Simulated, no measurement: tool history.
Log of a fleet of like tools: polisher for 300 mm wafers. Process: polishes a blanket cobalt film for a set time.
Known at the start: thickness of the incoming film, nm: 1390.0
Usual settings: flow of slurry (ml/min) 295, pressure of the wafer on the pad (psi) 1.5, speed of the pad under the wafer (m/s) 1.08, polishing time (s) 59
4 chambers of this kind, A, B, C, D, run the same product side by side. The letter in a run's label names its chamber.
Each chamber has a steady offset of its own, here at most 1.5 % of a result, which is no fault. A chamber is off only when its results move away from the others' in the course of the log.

run     day  flow of slurry (ml/min)  pressure of the wafer on the pad (psi)  speed of the pad under the wafer (m/s)  polishing time (s)  film removed (Å)
 1D   0.350                      295                                     1.5                                    1.08                  59            2135.0
 2B   0.562                      295                                     1.5                                    1.08                  59            2152.4
 3A   0.938                      295                                     1.5                                    1.08                  59            2083.6
 4C   1.342                      295                                     1.5                                    1.08                  59            2149.2
      1.388  -- chamber D: worn pad replaced by a new one
 5D   1.629                      295                                     1.5                                    1.08                  59            2137.0
 6C   1.933                      295                                     1.5                                    1.08                  59            2140.8
      2.204  -- chamber A: slurry nozzle cleaned
 7A   2.225                      295                                     1.5                                    1.08                  59            2099.9
 8B   2.412                      395                                     1.5                                    1.32                  59            2698.0
 9A   2.617                      395                                     1.5                                    1.32                  59            2605.6
      2.679  -- chamber A: worn pad replaced by a new one
10C   2.825                      395                                     1.5                                    1.32                  59            2664.9
11D   3.071                      395                                     1.5                                    1.32                  59            2660.3
12B   3.450                      295                                     1.5                                    1.08                  59            2143.7
13C   3.788                      295                                     1.5                                    1.08                  59            2131.9
14A   4.025                      295                                     1.5                                    1.08                  59            2094.7
      4.038  -- chamber B: worn pad replaced by a new one
      4.225  -- chamber D: worn pad replaced by a new one
15D   4.229                      295                                     1.5                                    1.08                  59            2116.8
      4.350  -- chamber C: worn pad replaced by a new one
16B   4.442                      295                                     1.5                                    1.08                  59            2116.0
17A   4.692                      295                                     1.1                                    1.08                  59            1568.2
      4.708  -- chamber A: head pressure recalibrated
18D   5.025                      295                                     1.1                                    1.08                  59            1566.1
19C   5.275                      295                                     1.1                                    1.08                  59            1577.3
      5.325  -- chamber C: head pressure recalibrated
20B   5.500                      295                                     1.1                                    1.08                  59            1559.7
      5.646  -- chamber B: slurry nozzle cleaned
21A   5.775                      295                                     1.5                                    0.78                  73            1845.6
      6.092  -- chamber A: worn pad replaced by a new one
22B   6.171                      295                                     1.5                                    0.78                  73            1919.9
23C   6.483                      295                                     1.5                                    0.78                  73            2149.3
24D   6.696                      295                                     1.5                                    0.78                  73            1879.0
      6.988  -- chamber D: worn pad replaced by a new one
25C   6.992                      295                                     1.5                                    1.08                  59            2352.2
26D   7.358                      340                                     1.5                                    0.76                  59            1521.0
27B   7.679                      340                                     1.5                                    0.76                  59            1499.7
28A   8.042                      340                                     1.5                                    0.76                  59            1488.6
      8.250  -- chamber D: head pressure recalibrated
29D   8.392                      340                                     1.5                                    0.76                  59            1499.2
30C   8.708                      295                                     1.5                                    1.08                  59            2398.4
      8.829  -- chamber B: worn pad replaced by a new one
31A   8.912                      295                                     1.5                                    1.08                  59            2087.0
32B   9.117                      295                                     1.5                                    1.08                  59            2129.4
33D   9.308                      295                                     1.5                                    1.08                  59            2134.2
34C   9.617                      295                                     1.5                                    1.08                  59            2379.9
      9.750  -- chamber D: worn pad replaced by a new one
35A   9.888                      295                                     1.5                                    1.08                  59            2080.7
     10.008  -- chamber C: worn pad replaced by a new one
     10.058  -- chamber A: worn pad replaced by a new one
     10.112  -- chamber C: slurry nozzle cleaned
36B  10.221                      295                                     1.5                                    1.08                  59            2118.6
37C  10.500                      295                                     1.5                                    1.08                  59            2394.3
38A  10.862                      295                                     1.5                                    1.08                  42            1516.4
39D  11.117                      295                                     1.5                                    1.08                  42            1504.5
40B  11.379                      295                                     1.5                                    1.08                  42            1523.3
41B  11.679                      295                                     1.5                                    1.08                  42            1522.6
     12.000  -- chamber D: worn pad replaced by a new one
42C  12.004                      295                                     1.5                                    1.08                  59            2385.6
43D  12.400                      295                                     1.5                                    1.08                  59            2142.8

All 4 chambers run these settings next. Forecast each chamber's results:
44A  12.696                      295                                     1.5                                    1.08                  40                 ?
44B  12.696                      295                                     1.5                                    1.08                  40                 ?
44C  12.696                      295                                     1.5                                    1.08                  40                 ?
44D  12.696                      295                                     1.5                                    1.08                  40                 ?

run  film removed (Å)
44A            1438.8
44B            1446.3
44C            1619.2
44D            1421.1
